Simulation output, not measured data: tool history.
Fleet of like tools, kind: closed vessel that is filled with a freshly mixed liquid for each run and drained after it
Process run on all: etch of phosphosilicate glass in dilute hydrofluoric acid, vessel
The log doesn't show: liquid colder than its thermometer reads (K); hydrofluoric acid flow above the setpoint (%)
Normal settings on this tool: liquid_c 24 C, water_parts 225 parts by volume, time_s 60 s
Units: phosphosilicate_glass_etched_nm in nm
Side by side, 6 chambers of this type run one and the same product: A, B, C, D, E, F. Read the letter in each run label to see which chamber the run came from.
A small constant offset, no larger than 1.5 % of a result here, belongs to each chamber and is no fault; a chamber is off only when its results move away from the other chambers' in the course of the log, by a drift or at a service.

run,hour,liquid_c,water_parts,time_s,hours since the thermometer was replaced,hours since the hydrofluoric acid flow meter was replaced,"read-back film thickness of the phosphosilicate glass reference wafer, read on the same gauge (nm)",phosphosilicate_glass_etched_nm
1C,7,24,225,60,559.2,340.3,40.016,20.443
# hour 7.1: chamber A: thermometer replaced
2B,12.2,24,225,60,1500.8,310.7,40.005,19.83
3E,17.6,24,225,60,724.5,489.1,40.01,20.58
4F,22,24,225,60,297.1,985.8,40.009,20.352
5A,26.9,24,225,60,19.9,419.3,40.003,20.338
6D,33.1,24,285,80,545.8,411.7,39.999,20.456
7C,36.5,24,285,80,588.7,369.8,40.006,20.296
8F,43.2,24,285,80,318.3,1007,40.029,20.511
9E,46.6,24,285,80,753.5,518.1,40.005,20.063
# hour 49.8: chamber D: hydrofluoric acid flow meter replaced
10A,50.4,24,285,80,43.4,442.8,40.02,20.046
11B,54.9,24,285,80,1543.5,353.4,40.008,19.72
12D,61.6,24,225,60,574.3,11.8,40.001,20.667
13A,66.9,24,225,60,59.9,459.3,39.949,20.041
14B,73.2,24,225,60,1561.8,371.7,40.013,19.812
15D,78.9,24,225,60,591.6,29.1,40.008,20.536
16E,82.6,24,225,60,789.5,554.1,39.992,20.32
17F,88.2,24,225,60,363.3,1052,40.011,20.668
18C,94.2,24,225,60,646.4,427.5,39.988,19.913
19E,100.3,24,225,60,807.2,571.8,40.006,20.522
20A,105,24,290,60,98,497.4,40.036,14.822
21B,110.2,24,290,60,1598.8,408.7,40.014,14.546
22C,114.2,24,290,60,666.4,447.5,40.033,14.305
23F,118.8,24,290,60,393.9,1082.6,39.992,14.91
24D,124.7,24,290,60,637.4,74.9,39.977,14.943
25B,129.6,24,290,60,1618.2,428.1,39.994,14.56
26D,133.7,24,225,60,646.4,83.9,40.018,20.549
27F,139.6,24,225,60,414.7,1103.4,40.008,20.464
28A,143,24,225,60,136,535.4,40.032,20.413
29E,147.3,24,225,60,854.2,618.8,40.051,20.372
30C,151.4,22,225,60,703.6,484.7,39.981,17.748
31A,157,22,225,60,150,549.4,39.997,18.891
32F,160.7,22,225,60,435.8,1124.5,40.02,19.042
33D,165.6,22,225,60,678.3,115.8,40.021,19.097
34B,171.1,22,225,60,1659.7,469.6,40.011,18.767
35E,175.5,22,225,60,882.4,647,40.014,18.895
36C,178.7,24,225,60,730.9,512,39.996,19.148
37A,184.5,24,225,60,177.5,576.9,40.015,20.128

Which is it: a chamber that has drifted or been left off by a service, a gauge drift common to all chambers, or only each chamber's usual small offset? If a chamber is off, name it and its likeliest cause.

Chamber C drifts away from the others.
Most likely cause: liquid colder than its thermometer reads (K) = 2.16.
The log may not tell that from: hydrofluoric acid flow below the setpoint (%).

Below are 4 candidate recipes for chamber C's next run, each the usual settings with a change, their results shown as question marks. Which of them brings C's results back in line with what the other chambers give on the usual settings?
To be in line, a result may differ from the other chambers' mean on the usual settings by at most: phosphosilicate_glass_etched_nm 0.4 nm
38C-1,189.6,24,230,60,,,,?
38C-2,189.6,24,220,60,,,,?
38C-3,189.6,26,225,60,,,,?
38C-4,189.6,22,225,60,,,,?

What the other chambers average on the usual settings: phosphosilicate_glass_etched_nm 20.357 nm
run,phosphosilicate_glass_etched_nm
38C-1,18.558
38C-2,19.611
38C-3,20.546
38C-4,17.674
With 38C-3, the chamber falls back in line with the rest.

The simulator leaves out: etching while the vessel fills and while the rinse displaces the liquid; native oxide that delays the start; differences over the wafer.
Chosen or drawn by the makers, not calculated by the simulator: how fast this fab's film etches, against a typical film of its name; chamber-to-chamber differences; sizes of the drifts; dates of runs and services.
